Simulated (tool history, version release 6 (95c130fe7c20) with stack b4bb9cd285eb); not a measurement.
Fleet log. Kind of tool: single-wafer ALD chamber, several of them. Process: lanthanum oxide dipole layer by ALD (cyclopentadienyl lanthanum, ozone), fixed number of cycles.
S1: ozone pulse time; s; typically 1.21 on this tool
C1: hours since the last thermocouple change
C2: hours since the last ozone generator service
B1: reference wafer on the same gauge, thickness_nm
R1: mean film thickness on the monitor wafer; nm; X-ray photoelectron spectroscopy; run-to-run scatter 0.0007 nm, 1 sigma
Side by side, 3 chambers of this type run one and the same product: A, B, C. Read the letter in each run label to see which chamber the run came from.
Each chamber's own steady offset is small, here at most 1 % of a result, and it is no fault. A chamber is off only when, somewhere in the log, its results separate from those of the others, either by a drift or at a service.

run   hour    S1      C1     C2       B1       R1
 1B    3.9  1.21   970.7  581.5  0.62419  0.52825
 2C    6.4  1.21  1269.5  480.5  0.62418  0.53049
 3A   11.2  1.21  1533.5  342.7   0.6242  0.52674
 4C   16.2  1.21  1279.3  490.3  0.62452   0.5328
 5A   20.7  1.21    1543  352.2  0.62443  0.52664
 6B   25.2  1.21     992  602.8  0.62451  0.53004
 7A   29.6  1.21  1551.9  361.1  0.62479  0.52713
 8B   32.5  1.21   999.3  610.1  0.62481  0.52978
 9C   36.2  1.21  1299.3  510.3  0.62493  0.53262
10C   39.1  1.39  1302.2  513.2  0.62507  0.54679
11A   42.6  1.39  1564.9  374.1  0.62518  0.54351
12B   46.3  1.39  1013.1  623.9  0.62534  0.54541
13A   50.2  1.21  1572.5  381.7   0.6254  0.52712
14B   53.1  1.21  1019.9  630.7  0.62551  0.52929
15C   58.2  1.21  1321.3  532.3  0.62542  0.53137
16A   62.1  1.21  1584.4  393.6   0.6258  0.52707
17C   65.2  1.21  1328.3  539.3  0.62575  0.53218
18B   70.1  1.21  1036.9  647.7  0.62592  0.52938
19C   74.4  1.21  1337.5  548.5  0.62596   0.5324
20A   79.7  1.63    1602  411.2  0.62639  0.55794
21B   84.5  1.63  1051.3  662.1  0.62626  0.56091
22C   88.2  1.63  1351.3  562.3  0.62626  0.56215
23B   93.7  1.21  1060.5  671.3  0.62659  0.53228
24A   98.3  1.21  1620.6  429.8  0.62677  0.52872
     100.6  -- chamber C: thermocouple changed; heater temperature recalibrated
25A  101.9  1.21  1624.2  433.4   0.6268  0.52892
26B    107   0.9  1073.8  684.6  0.62697  0.48587
27C  110.4   0.9     9.8  584.5  0.62713  0.48806
28A  113.2   0.9  1635.5  444.7  0.62703  0.48078
29B  117.1  1.21  1083.9  694.7  0.62725   0.5321
30C  121.2  1.21    20.6  595.3  0.62738  0.53278

All chambers now run identical settings, listed one chamber a line with results as question marks. What results will each chamber show?
31A  125.1  1.21               ?
31B  125.1  1.21               ?
31C  125.1  1.21               ?

run       R1
31A  0.52859
31B  0.53203
31C  0.53269
